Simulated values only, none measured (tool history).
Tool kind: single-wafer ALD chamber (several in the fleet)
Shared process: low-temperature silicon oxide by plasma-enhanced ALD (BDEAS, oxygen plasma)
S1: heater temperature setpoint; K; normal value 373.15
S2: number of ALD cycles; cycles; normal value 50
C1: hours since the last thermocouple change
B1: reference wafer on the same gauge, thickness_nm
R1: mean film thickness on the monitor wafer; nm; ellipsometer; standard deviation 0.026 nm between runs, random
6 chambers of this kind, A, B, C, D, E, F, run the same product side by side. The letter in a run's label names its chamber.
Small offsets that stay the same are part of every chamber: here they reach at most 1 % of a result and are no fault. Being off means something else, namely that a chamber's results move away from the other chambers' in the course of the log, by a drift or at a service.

{"run": "1A", "hour": 11.0, "S1": 373.15, "S2": 50, "C1": 352.5, "B1": 7.442, "R1": 7.2159}
{"run": "2D", "hour": 26.9, "S1": 373.15, "S2": 50, "C1": 2198.9, "B1": 7.4419, "R1": 7.121}
{"run": "3F", "hour": 36.4, "S1": 373.15, "S2": 50, "C1": 275.1, "B1": 7.4349, "R1": 7.1339}
{"run": "4E", "hour": 48.8, "S1": 373.15, "S2": 50, "C1": 904.9, "B1": 7.4384, "R1": 7.11}
{"run": "5C", "hour": 58.5, "S1": 373.15, "S2": 50, "C1": 549.7, "B1": 7.4415, "R1": 7.178}
{"run": "6B", "hour": 70.6, "S1": 373.15, "S2": 50, "C1": 736.2, "B1": 7.4361, "R1": 7.1506}
{"run": "7D", "hour": 87.0, "S1": 373.15, "S2": 50, "C1": 2259.0, "B1": 7.4416, "R1": 7.1184}
{"run": "8C", "hour": 98.6, "S1": 373.15, "S2": 50, "C1": 589.8, "B1": 7.4403, "R1": 7.1734}
{"run": "9A", "hour": 107.2, "S1": 373.15, "S2": 50, "C1": 448.7, "B1": 7.4369, "R1": 7.2247}
{"run": "10B", "hour": 119.6, "S1": 373.15, "S2": 50, "C1": 785.2, "B1": 7.4362, "R1": 7.1678}
{"run": "11F", "hour": 134.0, "S1": 373.15, "S2": 50, "C1": 372.7, "B1": 7.4432, "R1": 7.174}
{"run": "12E", "hour": 141.3, "S1": 364.15, "S2": 50, "C1": 997.4, "B1": 7.4373, "R1": 7.3622}
{"run": "13F", "hour": 149.5, "S1": 364.15, "S2": 50, "C1": 388.2, "B1": 7.4426, "R1": 7.3496}
{"run": "14B", "hour": 158.7, "S1": 364.15, "S2": 50, "C1": 824.3, "B1": 7.4415, "R1": 7.3396}
{"run": "15C", "hour": 170.0, "S1": 364.15, "S2": 50, "C1": 661.2, "B1": 7.4419, "R1": 7.4119}
{"run": "16A", "hour": 185.2, "S1": 364.15, "S2": 50, "C1": 526.7, "B1": 7.4365, "R1": 7.4588}
{"run": "17E", "hour": 200.0, "S1": 364.15, "S2": 50, "C1": 1056.1, "B1": 7.4375, "R1": 7.3378}
{"run": "18D", "hour": 214.9, "S1": 373.15, "S2": 50, "C1": 2386.9, "B1": 7.4368, "R1": 7.1247}
{"run": "19F", "hour": 227.0, "S1": 373.15, "S2": 50, "C1": 465.7, "B1": 7.4431, "R1": 7.147}
{"run": "20A", "hour": 234.7, "S1": 373.15, "S2": 50, "C1": 576.2, "B1": 7.4389, "R1": 7.2015}
{"run": "21C", "hour": 243.9, "S1": 373.15, "S2": 50, "C1": 735.1, "B1": 7.4462, "R1": 7.1757}
{"run": "22D", "hour": 251.6, "S1": 373.15, "S2": 50, "C1": 2423.6, "B1": 7.4354, "R1": 7.1106}
{"run": "23B", "hour": 266.4, "S1": 373.15, "S2": 43, "C1": 932.0, "B1": 7.4424, "R1": 6.1183}
{"run": "24E", "hour": 276.5, "S1": 373.15, "S2": 43, "C1": 1132.6, "B1": 7.4293, "R1": 6.1402}
{"run": "25F", "hour": 289.9, "S1": 373.15, "S2": 43, "C1": 528.6, "B1": 7.4369, "R1": 6.121}
{"run": "26E", "hour": 300.7, "S1": 373.15, "S2": 43, "C1": 1156.8, "B1": 7.4403, "R1": 6.116}
{"run": "27A", "hour": 312.8, "S1": 373.15, "S2": 43, "C1": 654.3, "B1": 7.4409, "R1": 6.2155}
{"run": "28C", "hour": 328.4, "S1": 373.15, "S2": 43, "C1": 819.6, "B1": 7.4374, "R1": 6.1443}
{"run": "29B", "hour": 336.4, "S1": 373.15, "S2": 50, "C1": 1002.0, "B1": 7.4417, "R1": 7.1016}
{"run": "30D", "hour": 348.0, "S1": 373.15, "S2": 50, "C1": 2520.0, "B1": 7.4385, "R1": 7.1583}
{"run": "31A", "hour": 356.7, "S1": 373.15, "S2": 50, "C1": 698.2, "B1": 7.4385, "R1": 7.2135}
{"run": "32F", "hour": 372.4, "S1": 373.15, "S2": 50, "C1": 611.1, "B1": 7.4429, "R1": 7.1808}
{"run": "33E", "hour": 384.0, "S1": 367.15, "S2": 56, "C1": 1240.1, "B1": 7.4479, "R1": 8.0618}
{"run": "34D", "hour": 400.3, "S1": 367.15, "S2": 56, "C1": 2572.3, "B1": 7.4461, "R1": 8.1148}
{"run": "35C", "hour": 416.0, "S1": 367.15, "S2": 56, "C1": 907.2, "B1": 7.4447, "R1": 8.1964}
{"run": "36B", "hour": 432.2, "S1": 367.15, "S2": 56, "C1": 1097.8, "B1": 7.4484, "R1": 8.2021}

For the next run the whole fleet of 6 chambers uses the same settings. Give each chamber's results:
{"run": "37A", "hour": 444.1, "S1": 373.15, "S2": 44, "R1": "?"}
{"run": "37B", "hour": 444.1, "S1": 373.15, "S2": 44, "R1": "?"}
{"run": "37C", "hour": 444.1, "S1": 373.15, "S2": 44, "R1": "?"}
{"run": "37D", "hour": 444.1, "S1": 373.15, "S2": 44, "R1": "?"}
{"run": "37E", "hour": 444.1, "S1": 373.15, "S2": 44, "R1": "?"}
{"run": "37F", "hour": 444.1, "S1": 373.15, "S2": 44, "R1": "?"}

run=37A R1=6.3838
run=37B R1=6.3206
run=37C R1=6.2981
run=37D R1=6.2860
run=37E R1=6.2537
run=37F R1=6.2981

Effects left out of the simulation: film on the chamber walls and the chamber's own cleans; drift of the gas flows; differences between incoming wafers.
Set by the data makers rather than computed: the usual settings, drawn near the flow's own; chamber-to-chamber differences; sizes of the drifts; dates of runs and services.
